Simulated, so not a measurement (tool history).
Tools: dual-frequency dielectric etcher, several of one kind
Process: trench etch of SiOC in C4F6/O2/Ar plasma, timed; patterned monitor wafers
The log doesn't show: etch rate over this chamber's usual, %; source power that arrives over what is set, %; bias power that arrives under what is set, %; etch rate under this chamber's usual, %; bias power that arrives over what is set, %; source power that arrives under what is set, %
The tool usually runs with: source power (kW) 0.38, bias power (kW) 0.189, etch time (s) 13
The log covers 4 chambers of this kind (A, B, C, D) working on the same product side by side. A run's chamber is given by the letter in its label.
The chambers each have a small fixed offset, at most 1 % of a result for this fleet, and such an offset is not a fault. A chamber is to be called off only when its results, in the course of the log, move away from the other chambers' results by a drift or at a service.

| run | day | source power (kW) | bias power (kW) | etch time (s) | hours since the last wet clean | hours since the last source power generator calibration | hours since the last bias power generator calibration | read-back reference wafer on the same gauge, depth_nm | mean etch depth across the wafer (nm) |
|---|---|---|---|---|---|---|---|---|---|
| 1C | 0.125 | 0.38 | 0.189 | 13 | 461.7 | 3404.8 | 1130.2 | 31.87 | 26.93 |
| 2B | 0.283 | 0.38 | 0.189 | 13 | 265.2 | 2073.5 | 1047.4 | 31.884 | 26.941 |
| 3A | 0.45 | 0.38 | 0.189 | 13 | 286.7 | 1560.3 | 2834.4 | 31.903 | 26.456 |
| 4D | 0.625 | 0.38 | 0.189 | 13 | 514.1 | 2335.9 | 3776.3 | 31.9 | 26.805 |
| 5D | 0.779 | 0.38 | 0.189 | 13 | 517.8 | 2339.6 | 3780 | 31.877 | 26.821 |
| 6A | 0.95 | 0.38 | 0.189 | 13 | 298.7 | 1572.3 | 2846.4 | 31.919 | 26.608 |
| 7B | 1.158 | 0.38 | 0.189 | 13 | 286.2 | 2094.5 | 1068.4 | 31.869 | 27.061 |
| 8C | 1.262 | 0.38 | 0.189 | 13 | 489 | 3432.1 | 1157.5 | 31.904 | 27.046 |
| 9C | 1.471 | 0.38 | 0.189 | 13 | 494 | 3437.1 | 1162.5 | 31.915 | 26.842 |
| 10B | 1.692 | 0.38 | 0.189 | 13 | 299 | 2107.3 | 1081.2 | 31.921 | 26.947 |
| 11D | 1.858 | 0.38 | 0.189 | 13 | 543.7 | 2365.5 | 3805.9 | 31.863 | 26.918 |
| 12A | 2.054 | 0.38 | 0.189 | 13 | 325.2 | 1598.8 | 2872.9 | 31.897 | 26.453 |
| 13C | 2.217 | 0.38 | 0.189 | 13 | 511.9 | 3455 | 1180.4 | 31.922 | 27.316 |
| 14A | 2.438 | 0.38 | 0.189 | 13 | 334.4 | 1608 | 2882.1 | 31.893 | 26.6 |
| 15D | 2.558 | 0.38 | 0.216 | 13 | 560.5 | 2382.3 | 3822.7 | 31.907 | 27.985 |
| 16B | 2.675 | 0.38 | 0.216 | 13 | 322.6 | 2130.9 | 1104.8 | 31.903 | 28.082 |
|  | 2.854 | chamber D: wet clean of the chamber |
| 17A | 2.879 | 0.38 | 0.216 | 13 | 345 | 1618.6 | 2892.7 | 31.893 | 27.578 |
| 18B | 3 | 0.38 | 0.216 | 13 | 330.4 | 2138.7 | 1112.6 | 31.919 | 28.062 |
| 19D | 3.117 | 0.38 | 0.189 | 13 | 6.3 | 2395.7 | 3836.1 | 31.902 | 26.89 |
| 20C | 3.267 | 0.38 | 0.189 | 13 | 537.1 | 3480.2 | 1205.6 | 31.881 | 27.167 |
| 21A | 3.383 | 0.38 | 0.189 | 13 | 357.1 | 1630.7 | 2904.8 | 31.919 | 26.428 |
| 22C | 3.492 | 0.38 | 0.189 | 13 | 542.5 | 3485.6 | 1211 | 31.915 | 27.226 |
| 23D | 3.675 | 0.38 | 0.189 | 13 | 19.7 | 2409.1 | 3849.5 | 31.892 | 26.75 |
| 24B | 3.817 | 0.38 | 0.189 | 13 | 350 | 2158.3 | 1132.2 | 31.911 | 26.936 |
| 25D | 3.925 | 0.38 | 0.189 | 13 | 25.7 | 2415.1 | 3855.5 | 31.896 | 26.676 |
| 26A | 4.038 | 0.38 | 0.189 | 13 | 372.8 | 1646.4 | 2920.5 | 31.906 | 26.689 |
| 27C | 4.142 | 0.38 | 0.167 | 13 | 558.1 | 3501.2 | 1226.6 | 31.927 | 26.148 |
| 28B | 4.338 | 0.38 | 0.167 | 13 | 362.5 | 2170.8 | 1144.7 | 31.883 | 26.023 |
| 29A | 4.462 | 0.38 | 0.167 | 13 | 383 | 1656.6 | 2930.7 | 31.896 | 25.39 |
| 30D | 4.592 | 0.38 | 0.167 | 13 | 41.7 | 2431.1 | 3871.5 | 31.961 | 26.06 |
| 31C | 4.792 | 0.38 | 0.205 | 9 | 573.7 | 3516.8 | 1242.2 | 31.913 | 19.251 |
| 32B | 4.975 | 0.38 | 0.205 | 9 | 377.8 | 2186.1 | 1160 | 31.885 | 18.99 |
|  | 5.008 | chamber C: source power generator calibrated |
| 33A | 5.108 | 0.38 | 0.205 | 9 | 398.5 | 1672.1 | 2946.2 | 31.889 | 18.934 |
| 34D | 5.225 | 0.38 | 0.205 | 9 | 56.9 | 2446.3 | 3886.7 | 31.899 | 19.014 |
| 35C | 5.383 | 0.38 | 0.189 | 13 | 587.9 | 9 | 1256.4 | 31.91 | 27.137 |
| 36B | 5.5 | 0.38 | 0.189 | 13 | 390.4 | 2198.7 | 1172.6 | 31.906 | 26.751 |

Does one chamber stand apart from the rest, does the shared gauge drift, or is all well apart from small per-chamber offsets? Give the chamber and the most likely cause, where there is one.

Neither any chamber nor the gauge drifts; the chambers differ only by their own small, steady offsets.
